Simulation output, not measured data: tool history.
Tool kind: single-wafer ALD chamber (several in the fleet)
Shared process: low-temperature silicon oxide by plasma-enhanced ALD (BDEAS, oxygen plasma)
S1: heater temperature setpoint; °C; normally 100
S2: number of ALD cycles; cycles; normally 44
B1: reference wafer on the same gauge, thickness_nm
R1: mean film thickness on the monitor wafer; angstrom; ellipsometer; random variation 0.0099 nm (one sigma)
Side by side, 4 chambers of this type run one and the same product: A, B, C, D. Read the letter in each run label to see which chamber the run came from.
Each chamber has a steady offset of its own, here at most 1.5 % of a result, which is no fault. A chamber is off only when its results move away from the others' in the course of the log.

Run 1A, hour 4.9: usual settings; B1 7.2227. Result: R1 63.422 angstrom.
Run 2B, hour 11.3: usual settings; B1 7.2246. Result: R1 63.018 angstrom.
Run 3C, hour 16.8: usual settings; B1 7.2236. Result: R1 63.74 angstrom.
Run 4D, hour 21.2: usual settings; B1 7.2259. Result: R1 62.814 angstrom.
Run 5C, hour 25.8: usual settings; B1 7.2273. Result: R1 63.856 angstrom.
Run 6A, hour 33.3: usual settings but S1 90 °C, S2 38 cycles; B1 7.2265. Result: R1 56.893 angstrom.
Run 7B, hour 38.1: usual settings but S1 90 °C, S2 38 cycles; B1 7.2281. Result: R1 56.204 angstrom.
Run 8D, hour 43.8: usual settings but S1 90 °C, S2 38 cycles; B1 7.2306. Result: R1 56.212 angstrom.
Run 9B, hour 47.3: usual settings but S1 90 °C, S2 38 cycles; B1 7.2294. Result: R1 56.431 angstrom.
Run 10A, hour 51.8: usual settings; B1 7.233. Result: R1 63.704 angstrom.
Run 11C, hour 55.1: usual settings; B1 7.234. Result: R1 63.912 angstrom.
Run 12D, hour 62.4: usual settings; B1 7.2335. Result: R1 62.807 angstrom.
Run 13A, hour 68.3: usual settings but S2 50 cycles; B1 7.2334. Result: R1 72.351 angstrom.
Run 14C, hour 74: usual settings but S2 50 cycles; B1 7.2363. Result: R1 72.682 angstrom.
Run 15D, hour 79.3: usual settings but S2 50 cycles; B1 7.236. Result: R1 71.464 angstrom.
Run 16B, hour 84.3: usual settings but S2 50 cycles; B1 7.2382. Result: R1 71.58 angstrom.
Run 17B, hour 88.4: usual settings; B1 7.2373. Result: R1 63.095 angstrom.
Run 18A, hour 93.9: usual settings but S2 40 cycles; B1 7.2419. Result: R1 58.215 angstrom.
Run 19C, hour 101: usual settings but S2 40 cycles; B1 7.2437. Result: R1 58.077 angstrom.
Run 20D, hour 108.5: usual settings but S2 40 cycles; B1 7.2462. Result: R1 57.397 angstrom.
Run 21D, hour 114.9: usual settings but S2 40 cycles; B1 7.2463. Result: R1 57.367 angstrom.
Run 22B, hour 120.9: usual settings; B1 7.2502. Result: R1 62.927 angstrom.
Run 23C, hour 128: usual settings; B1 7.249. Result: R1 63.99 angstrom.
Run 24A, hour 134.5: usual settings; B1 7.2521. Result: R1 63.917 angstrom.
Run 25B, hour 140.4: usual settings; B1 7.2525. Result: R1 63.162 angstrom.
Run 26C, hour 147.4: usual settings; B1 7.256. Result: R1 64.214 angstrom.
Run 27D, hour 151.9: usual settings; B1 7.2562. Result: R1 62.992 angstrom.
Run 28A, hour 157.5: usual settings; B1 7.2559. Result: R1 63.977 angstrom.
Run 29D, hour 165: usual settings; B1 7.2598. Result: R1 63.079 angstrom.
Run 30B, hour 168.6: usual settings but S1 110 °C, S2 47 cycles; B1 7.2581. Result: R1 66.253 angstrom.
Run 31A, hour 176.1: usual settings but S1 110 °C, S2 47 cycles; B1 7.2613. Result: R1 66.976 angstrom.
Run 32C, hour 181.2: usual settings but S1 110 °C, S2 47 cycles; B1 7.2652. Result: R1 67.076 angstrom.
Run 33D, hour 188.6: usual settings but S1 110 °C, S2 47 cycles; B1 7.2622. Result: R1 66.232 angstrom.
Run 34B, hour 194.5: usual settings; B1 7.267. Result: R1 63.199 angstrom.
Run 35C, hour 197.9: usual settings; B1 7.2662. Result: R1 64.208 angstrom.

All 4 chambers run these settings next. Forecast each chamber's results:
Run 36A, hour 203.4: usual settings but S2 38 cycles. Result: R1 ?.
Run 36B, hour 203.4: usual settings but S2 38 cycles. Result: R1 ?.
Run 36C, hour 203.4: usual settings but S2 38 cycles. Result: R1 ?.
Run 36D, hour 203.4: usual settings but S2 38 cycles. Result: R1 ?.

run      R1
36A  55.227
36B  54.672
36C  55.466
36D  54.538
